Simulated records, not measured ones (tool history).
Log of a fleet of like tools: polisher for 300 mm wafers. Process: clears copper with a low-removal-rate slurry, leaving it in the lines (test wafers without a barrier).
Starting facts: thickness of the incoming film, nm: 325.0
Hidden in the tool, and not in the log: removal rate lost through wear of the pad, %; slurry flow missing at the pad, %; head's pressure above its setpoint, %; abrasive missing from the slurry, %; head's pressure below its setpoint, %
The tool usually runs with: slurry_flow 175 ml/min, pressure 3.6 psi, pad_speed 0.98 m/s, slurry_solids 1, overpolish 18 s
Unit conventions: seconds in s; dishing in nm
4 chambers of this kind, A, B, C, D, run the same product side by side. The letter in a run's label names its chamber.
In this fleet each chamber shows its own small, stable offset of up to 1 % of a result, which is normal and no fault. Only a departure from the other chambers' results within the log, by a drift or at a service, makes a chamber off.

| run | hour | slurry_flow | pressure | pad_speed | slurry_solids | overpolish | wafers polished on this pad | hours since the slurry nozzle was cleaned | hours since the head pressure was calibrated | hours since the slurry blender was calibrated | seconds | dishing |
|---|---|---|---|---|---|---|---|---|---|---|---|---|
| 1A | 5.8 | 175 | 3.6 | 0.98 | 1 | 18 | 1044 | 241.4 | 755 | 161.6 | 105.73 | 39.649 |
|  | 10.7 | chamber C: head pressure recalibrated |
|  | 11.8 | chamber D: worn pad replaced by a new one |
| 2B | 14.2 | 175 | 3.6 | 0.98 | 1 | 18 | 301 | 413.5 | 1564.9 | 166.7 | 105.91 | 38.497 |
| 3C | 20.2 | 175 | 3.6 | 0.98 | 1 | 18 | 1170 | 390.5 | 9.6 | 159.3 | 102.72 | 38.446 |
| 4D | 29.7 | 175 | 3.6 | 0.98 | 1 | 18 | 174 | 353.7 | 376.3 | 71.9 | 105.8 | 39.919 |
|  | 31.2 | chamber A: worn pad replaced by a new one |
|  | 32.5 | chamber C: worn pad replaced by a new one |
| 5B | 36 | 175 | 3.6 | 0.98 | 1 | 18 | 512 | 435.3 | 1586.7 | 188.5 | 107.58 | 40.973 |
| 6A | 40.2 | 175 | 3.6 | 0.98 | 1 | 18 | 87 | 275.8 | 789.4 | 196 | 100.39 | 38.757 |
| 7D | 45.4 | 175 | 3.6 | 0.98 | 1 | 18 | 326 | 369.4 | 392 | 87.6 | 104.81 | 39.777 |
|  | 49.3 | chamber B: slurry blender recalibrated |
| 8C | 52.1 | 175 | 3.6 | 0.98 | 1 | 18 | 190 | 422.4 | 41.5 | 191.2 | 104.47 | 39.345 |
|  | 56.6 | chamber A: slurry blender recalibrated |
| 9C | 58 | 175 | 3.6 | 0.98 | 1 | 18 | 247 | 428.3 | 47.4 | 197.1 | 101.06 | 39.185 |
| 10D | 64 | 175 | 3.6 | 0.98 | 1 | 18 | 506 | 388 | 410.6 | 106.2 | 105.36 | 39.652 |
|  | 69.6 | chamber B: worn pad replaced by a new one |
| 11B | 72 | 175 | 3.6 | 0.98 | 1 | 18 | 24 | 471.3 | 1622.7 | 22.7 | 104.27 | 39.7 |
|  | 75.5 | chamber D: worn pad replaced by a new one |
| 12A | 79.6 | 175 | 3.6 | 0.98 | 1 | 18 | 469 | 315.2 | 828.8 | 23.1 | 102.7 | 40.068 |
|  | 84 | chamber D: slurry nozzle cleaned |
| 13B | 87.7 | 175 | 3.6 | 0.98 | 1 | 18 | 176 | 487 | 1638.4 | 38.4 | 105.02 | 39.672 |
|  | 91.1 | chamber B: head pressure recalibrated |
| 14A | 94.7 | 175 | 3.6 | 0.98 | 1 | 18 | 615 | 330.3 | 843.9 | 38.2 | 102.37 | 39.424 |
| 15C | 101 | 175 | 3.6 | 0.98 | 1 | 18 | 663 | 471.3 | 90.4 | 240.1 | 103.56 | 40.827 |
| 16D | 109.9 | 175 | 3.6 | 0.98 | 1 | 18 | 333 | 25.9 | 456.5 | 152.1 | 104.94 | 40.429 |
| 17C | 115.2 | 175 | 3.6 | 0.98 | 1 | 18 | 801 | 485.5 | 104.6 | 254.3 | 106.04 | 38.745 |
|  | 119 | chamber D: head pressure recalibrated |
| 18D | 123.8 | 175 | 3.6 | 0.98 | 1 | 18 | 468 | 39.8 | 4.8 | 166 | 121.78 | 35.383 |
|  | 125.1 | chamber A: head pressure recalibrated |
| 19A | 128.3 | 205 | 3.6 | 0.98 | 0.8 | 18 | 940 | 363.9 | 3.2 | 71.8 | 107.84 | 36.905 |
| 20B | 134.1 | 205 | 3.6 | 0.98 | 0.8 | 18 | 625 | 533.4 | 43.1 | 84.8 | 106 | 39.399 |
| 21D | 141 | 205 | 3.6 | 0.98 | 0.8 | 18 | 634 | 57 | 22 | 183.2 | 117.19 | 34.581 |
|  | 148.6 | chamber B: worn pad replaced by a new one |
| 22C | 148.7 | 205 | 3.6 | 0.98 | 0.8 | 18 | 1125 | 519 | 138.1 | 287.8 | 106.01 | 39.592 |
|  | 153.4 | chamber D: worn pad replaced by a new one |
| 23A | 157.7 | 175 | 3.6 | 0.98 | 1 | 18 | 1225 | 393.3 | 32.6 | 101.2 | 104.35 | 39.685 |
| 24B | 166.3 | 175 | 3.6 | 0.98 | 1 | 18 | 172 | 565.6 | 75.3 | 117 | 104.26 | 39.898 |
|  | 172.9 | chamber C: worn pad replaced by a new one |
| 25B | 174.6 | 175 | 3.6 | 0.98 | 1 | 18 | 252 | 573.9 | 83.6 | 125.3 | 105.81 | 39.195 |
|  | 181.7 | chamber A: worn pad replaced by a new one |
| 26D | 182.4 | 175 | 3.6 | 0.98 | 1 | 18 | 281 | 98.4 | 63.4 | 224.6 | 116.29 | 34.673 |
| 27A | 190 | 175 | 3.6 | 0.98 | 1 | 18 | 81 | 425.6 | 64.9 | 133.5 | 101.3 | 40.224 |
|  | 196.1 | chamber C: slurry blender recalibrated |
| 28C | 196.1 | 175 | 3.6 | 0.98 | 1 | 18 | 224 | 566.4 | 185.5 | 0.1 | 103.95 | 39.74 |
| 29C | 202.9 | 175 | 3.6 | 0.98 | 1 | 18 | 290 | 573.2 | 192.3 | 6.9 | 104.71 | 38.57 |
| 30A | 209.2 | 175 | 3.6 | 0.98 | 1 | 18 | 266 | 444.8 | 84.1 | 152.7 | 104.57 | 39.252 |
|  | 213.1 | chamber C: slurry nozzle cleaned |
| 31D | 218.4 | 175 | 3.6 | 0.98 | 1 | 18 | 630 | 134.4 | 99.4 | 260.6 | 116.01 | 35.455 |
|  | 225.2 | chamber D: worn pad replaced by a new one |
| 32B | 226.3 | 175 | 3.6 | 0.98 | 1 | 18 | 753 | 625.6 | 135.3 | 177 | 104.41 | 40.158 |
|  | 231.5 | chamber B: worn pad replaced by a new one |
| 33C | 234 | 175 | 3.6 | 0.98 | 1 | 18 | 591 | 21 | 223.4 | 38 | 103.95 | 40.236 |
| 34A | 238.2 | 175 | 3.6 | 0.98 | 1 | 18 | 547 | 473.8 | 113.1 | 181.7 | 103.02 | 38.649 |
| 35D | 247.1 | 175 | 3.6 | 0.98 | 1 | 18 | 212 | 163.1 | 128.1 | 289.3 | 116.28 | 35.122 |
|  | 250.1 | chamber B: slurry blender recalibrated |
| 36B | 254.7 | 175 | 3.6 | 0.98 | 1 | 18 | 225 | 654 | 163.7 | 4.6 | 104.97 | 39.489 |
| 37A | 263.5 | 175 | 3.6 | 0.98 | 1 | 18 | 792 | 499.1 | 138.4 | 207 | 104.14 | 38.794 |
| 38D | 267.6 | 225 | 3.6 | 0.98 | 1 | 11 | 411 | 183.6 | 148.6 | 309.8 | 112.26 | 22.803 |
| 39C | 276.5 | 225 | 3.6 | 0.98 | 1 | 11 | 1003 | 63.5 | 265.9 | 80.5 | 99.183 | 25.858 |
| 40B | 280.8 | 225 | 3.6 | 0.98 | 1 | 11 | 477 | 680.1 | 189.8 | 30.7 | 98.592 | 26.195 |

Next, every chamber runs the same settings. What will each give?
| 41A | 287.6 | 175 | 3.6 | 0.98 | 1 | 18 |  |  |  |  | ? | ? |
| 41B | 287.6 | 175 | 3.6 | 0.98 | 1 | 18 |  |  |  |  | ? | ? |
| 41C | 287.6 | 175 | 3.6 | 0.98 | 1 | 18 |  |  |  |  | ? | ? |
| 41D | 287.6 | 175 | 3.6 | 0.98 | 1 | 18 |  |  |  |  | ? | ? |

| run | seconds | dishing |
|---|---|---|
| 41A | 104.84 | 39.558 |
| 41B | 102.45 | 39.609 |
| 41C | 98.915 | 39.463 |
| 41D | 116.82 | 35.239 |
